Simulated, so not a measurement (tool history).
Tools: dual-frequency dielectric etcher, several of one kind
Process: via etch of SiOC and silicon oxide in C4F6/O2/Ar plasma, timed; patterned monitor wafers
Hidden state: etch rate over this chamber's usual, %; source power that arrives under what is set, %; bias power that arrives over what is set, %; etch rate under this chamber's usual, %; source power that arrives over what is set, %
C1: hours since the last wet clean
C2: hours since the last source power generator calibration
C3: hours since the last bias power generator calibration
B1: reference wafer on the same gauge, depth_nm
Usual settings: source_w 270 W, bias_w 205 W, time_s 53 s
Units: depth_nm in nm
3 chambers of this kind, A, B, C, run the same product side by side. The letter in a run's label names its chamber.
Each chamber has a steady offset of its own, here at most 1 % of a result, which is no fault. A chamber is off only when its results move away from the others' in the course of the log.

{"run": "1A", "hour": 7.5, "source_w": 270, "bias_w": 205, "time_s": 53, "C1": 367.8, "C2": 5267.5, "C3": 1501.1, "B1": 50.384, "depth_nm": 53.52}
{"hour": 10.7, "done": "chamber A: source power generator calibrated"}
{"run": "2B", "hour": 15.6, "source_w": 270, "bias_w": 205, "time_s": 53, "C1": 83.8, "C2": 522.4, "C3": 3588.7, "B1": 50.387, "depth_nm": 53.392}
{"run": "3C", "hour": 28.3, "source_w": 270, "bias_w": 205, "time_s": 53, "C1": 187.4, "C2": 666.8, "C3": 1479.3, "B1": 50.382, "depth_nm": 53.487}
{"run": "4B", "hour": 39.1, "source_w": 270, "bias_w": 205, "time_s": 53, "C1": 107.3, "C2": 545.9, "C3": 3612.2, "B1": 50.388, "depth_nm": 53.323}
{"run": "5C", "hour": 44.8, "source_w": 230, "bias_w": 205, "time_s": 53, "C1": 203.9, "C2": 683.3, "C3": 1495.8, "B1": 50.438, "depth_nm": 50.552}
{"run": "6A", "hour": 54.5, "source_w": 230, "bias_w": 205, "time_s": 53, "C1": 414.8, "C2": 43.9, "C3": 1548.1, "B1": 50.386, "depth_nm": 50.642}
{"run": "7C", "hour": 67.0, "source_w": 230, "bias_w": 205, "time_s": 53, "C1": 226.1, "C2": 705.5, "C3": 1518, "B1": 50.411, "depth_nm": 50.325}
{"run": "8A", "hour": 78.0, "source_w": 270, "bias_w": 205, "time_s": 53, "C1": 438.3, "C2": 67.4, "C3": 1571.6, "B1": 50.45, "depth_nm": 53.903}
{"hour": 88.0, "done": "chamber A: wet clean of the chamber"}
{"run": "9B", "hour": 89.0, "source_w": 270, "bias_w": 179, "time_s": 53, "C1": 157.2, "C2": 595.8, "C3": 3662.1, "B1": 50.377, "depth_nm": 50.886}
{"run": "10A", "hour": 98.4, "source_w": 270, "bias_w": 179, "time_s": 53, "C1": 10.5, "C2": 87.8, "C3": 1592, "B1": 50.382, "depth_nm": 51.395}
{"run": "11C", "hour": 109.8, "source_w": 270, "bias_w": 179, "time_s": 53, "C1": 268.9, "C2": 748.3, "C3": 1560.8, "B1": 50.35, "depth_nm": 51.474}
{"run": "12B", "hour": 121.6, "source_w": 270, "bias_w": 205, "time_s": 53, "C1": 189.8, "C2": 628.4, "C3": 3694.7, "B1": 50.435, "depth_nm": 53.539}
{"run": "13B", "hour": 128.5, "source_w": 270, "bias_w": 205, "time_s": 53, "C1": 196.7, "C2": 635.3, "C3": 3701.6, "B1": 50.456, "depth_nm": 53.419}
{"run": "14A", "hour": 138.4, "source_w": 270, "bias_w": 205, "time_s": 53, "C1": 50.5, "C2": 127.8, "C3": 1632, "B1": 50.415, "depth_nm": 53.318}
{"run": "15C", "hour": 144.9, "source_w": 270, "bias_w": 205, "time_s": 53, "C1": 304, "C2": 783.4, "C3": 1595.9, "B1": 50.379, "depth_nm": 54.426}
{"run": "16B", "hour": 152.0, "source_w": 270, "bias_w": 205, "time_s": 53, "C1": 220.2, "C2": 658.8, "C3": 3725.1, "B1": 50.342, "depth_nm": 53.171}
{"run": "17A", "hour": 164.6, "source_w": 270, "bias_w": 205, "time_s": 53, "C1": 76.7, "C2": 154, "C3": 1658.2, "B1": 50.435, "depth_nm": 53.891}
{"run": "18C", "hour": 174.0, "source_w": 270, "bias_w": 205, "time_s": 53, "C1": 333.1, "C2": 812.5, "C3": 1625, "B1": 50.409, "depth_nm": 54.289}
{"run": "19B", "hour": 180.5, "source_w": 270, "bias_w": 205, "time_s": 53, "C1": 248.7, "C2": 687.3, "C3": 3753.6, "B1": 50.379, "depth_nm": 52.961}
{"run": "20C", "hour": 187.9, "source_w": 270, "bias_w": 205, "time_s": 53, "C1": 347, "C2": 826.4, "C3": 1638.9, "B1": 50.433, "depth_nm": 54.617}
{"run": "21A", "hour": 197.0, "source_w": 250, "bias_w": 205, "time_s": 41.5, "C1": 109.1, "C2": 186.4, "C3": 1690.6, "B1": 50.392, "depth_nm": 40.735}
{"run": "22A", "hour": 206.9, "source_w": 250, "bias_w": 205, "time_s": 41.5, "C1": 119, "C2": 196.3, "C3": 1700.5, "B1": 50.348, "depth_nm": 40.86}
{"run": "23C", "hour": 215.6, "source_w": 250, "bias_w": 205, "time_s": 41.5, "C1": 374.7, "C2": 854.1, "C3": 1666.6, "B1": 50.45, "depth_nm": 41.816}
{"run": "24B", "hour": 226.3, "source_w": 270, "bias_w": 205, "time_s": 53, "C1": 294.5, "C2": 733.1, "C3": 3799.4, "B1": 50.398, "depth_nm": 53.415}
{"run": "25A", "hour": 233.8, "source_w": 270, "bias_w": 205, "time_s": 53, "C1": 145.9, "C2": 223.2, "C3": 1727.4, "B1": 50.396, "depth_nm": 53.794}
{"run": "26B", "hour": 243.1, "source_w": 270, "bias_w": 205, "time_s": 46.5, "C1": 311.3, "C2": 749.9, "C3": 3816.2, "B1": 50.372, "depth_nm": 46.687}
{"run": "27C", "hour": 250.7, "source_w": 270, "bias_w": 205, "time_s": 46.5, "C1": 409.8, "C2": 889.2, "C3": 1701.7, "B1": 50.493, "depth_nm": 48.119}
{"run": "28C", "hour": 262.7, "source_w": 270, "bias_w": 205, "time_s": 46.5, "C1": 421.8, "C2": 901.2, "C3": 1713.7, "B1": 50.381, "depth_nm": 47.891}
{"run": "29B", "hour": 274.3, "source_w": 270, "bias_w": 205, "time_s": 53, "C1": 342.5, "C2": 781.1, "C3": 3847.4, "B1": 50.366, "depth_nm": 53.253}
{"run": "30A", "hour": 284.3, "source_w": 270, "bias_w": 205, "time_s": 53, "C1": 196.4, "C2": 273.7, "C3": 1777.9, "B1": 50.424, "depth_nm": 53.613}
{"run": "31B", "hour": 292.7, "source_w": 270, "bias_w": 205, "time_s": 53, "C1": 360.9, "C2": 799.5, "C3": 3865.8, "B1": 50.397, "depth_nm": 53.115}
{"run": "32A", "hour": 302.0, "source_w": 270, "bias_w": 239, "time_s": 66.5, "C1": 214.1, "C2": 291.4, "C3": 1795.6, "B1": 50.368, "depth_nm": 71.382}
{"run": "33C", "hour": 307.8, "source_w": 270, "bias_w": 239, "time_s": 66.5, "C1": 466.9, "C2": 946.3, "C3": 1758.8, "B1": 50.374, "depth_nm": 72.839}
{"run": "34A", "hour": 319.9, "source_w": 270, "bias_w": 239, "time_s": 66.5, "C1": 232, "C2": 309.3, "C3": 1813.5, "B1": 50.338, "depth_nm": 71.602}

All 3 chambers run these settings next. Forecast each chamber's results:
{"run": "35A", "hour": 329.4, "source_w": 270, "bias_w": 205, "time_s": 53, "depth_nm": "?"}
{"run": "35B", "hour": 329.4, "source_w": 270, "bias_w": 205, "time_s": 53, "depth_nm": "?"}
{"run": "35C", "hour": 329.4, "source_w": 270, "bias_w": 205, "time_s": 53, "depth_nm": "?"}

run=35A depth_nm=53.903
run=35B depth_nm=53.204
run=35C depth_nm=55.278
